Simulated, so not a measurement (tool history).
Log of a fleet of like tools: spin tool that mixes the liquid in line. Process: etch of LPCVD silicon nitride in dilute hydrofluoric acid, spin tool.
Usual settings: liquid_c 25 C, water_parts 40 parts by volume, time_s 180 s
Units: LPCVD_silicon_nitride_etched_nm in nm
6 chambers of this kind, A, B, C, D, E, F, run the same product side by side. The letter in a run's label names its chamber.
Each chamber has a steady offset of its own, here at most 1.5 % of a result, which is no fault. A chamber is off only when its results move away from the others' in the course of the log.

run	day	liquid_c	water_parts	time_s	hours since the thermometer was replaced	hours since the hydrofluoric acid flow meter was replaced	read-back film thickness of the LPCVD silicon nitride reference wafer, read on the same gauge (nm)	LPCVD_silicon_nitride_etched_nm
1C	0.388	25	40	180	1189.4	976.4	59.995	2.4327
2D	0.592	25	40	180	1162.7	1218	59.983	2.4951
3A	0.975	25	40	180	1619.3	923.9	59.994	2.4415
4B	1.362	25	40	180	185.7	773.7	59.989	2.422
5E	1.696	25	40	180	1023.2	635.9	60.009	2.3984
6F	2.112	25	40	180	680.4	612.8	59.98	2.4379
7A	2.529	25	40	180	1656.6	961.2	60.006	2.4305
8E	2.938	25	40	180	1053	665.7	60.014	2.3994
# day 3.075: chamber E: thermometer replaced
9D	3.15	25	40	180	1224.1	1279.4	60.003	2.4878
10F	3.517	25	40	180	714.1	646.5	60.006	2.4975
11C	3.871	25	40	180	1273	1060	59.975	2.3582
12B	4.183	25	40	180	253.4	841.4	59.998	2.4346
13A	4.442	25	40	180	1702.5	1007.1	59.992	2.4128
14D	4.675	25	40	180	1260.7	1316	60.025	2.4366
15E	4.867	25	40	180	43.1	712	60.001	2.4401
16B	5.171	25	40	180	277.1	865.1	60.015	2.4278
17C	5.379	25	40	180	1309.2	1096.2	60.013	2.3476
18F	5.629	25	40	180	764.8	697.2	60.007	2.4184
19E	5.958	25	40	180	69.3	738.2	59.987	2.4473
20D	6.212	25	40	180	1297.6	1352.9	60.008	2.5002
21F	6.6	25	40	180	788.1	720.5	59.986	2.4328
22A	6.925	25	40	180	1762.1	1066.7	60.019	2.4363
23B	7.238	25	45	180	326.7	914.7	60.002	2.1907
24C	7.446	25	45	180	1358.8	1145.8	60.005	2.0108
25D	7.638	25	45	180	1331.8	1387.1	59.998	2.2161
26A	7.983	25	45	180	1787.5	1092.1	59.997	2.1621
27E	8.362	25	45	180	127	795.9	59.998	2.1595
28B	8.775	25	45	180	363.6	951.6	60.001	2.1774
29F	8.967	25	40	180	844.9	777.3	59.998	2.4372
30C	9.246	25	40	180	1402	1189	60.004	2.2185
31A	9.675	25	40	180	1828.1	1132.7	60.003	2.4184
# day 9.821: chamber F: hydrofluoric acid flow meter replaced
32B	10.096	25	40	180	395.3	983.3	59.992	2.4697
33F	10.438	25	45	225	880.2	14.9	59.995	2.7388
34C	10.788	25	45	225	1439	1226	60.01	2.4546
35E	11.175	25	45	225	194.5	863.4	60.015	2.7017
36D	11.583	25	45	225	1426.5	1481.8	60.01	2.7299
37E	12.004	25	45	225	214.4	883.3	60.006	2.7146

What goes on in this fleet: one chamber off, a drifting gauge, or nothing beyond the chambers' own small offsets? Name the chamber and the cause, if any.

Chamber C drifts away from the others.
Cause: hydrofluoric acid flow below the setpoint (%) = 12.1.
The log may not tell that from: liquid colder than its thermometer reads (K).

Here are 4 candidates for chamber C's next run, each the usual settings with a change, their results left as question marks. Which one brings its results back in line with what the others give on the usual settings?
In line means no further than this from the other chambers' mean on the usual settings: LPCVD_silicon_nitride_etched_nm 0.077 nm
38C-1	12.317	24.5	40	165				?
38C-2	12.317	26	40	210				?
38C-3	12.317	25	40	145				?
38C-4	12.317	25.5	40	195				?

The other chambers' mean on the usual settings: LPCVD_silicon_nitride_etched_nm 2.4334 nm
run	LPCVD_silicon_nitride_etched_nm
38C-1	1.9045
38C-2	2.68
38C-3	1.7309
38C-4	2.407
38C-4 brings the chamber back in line.
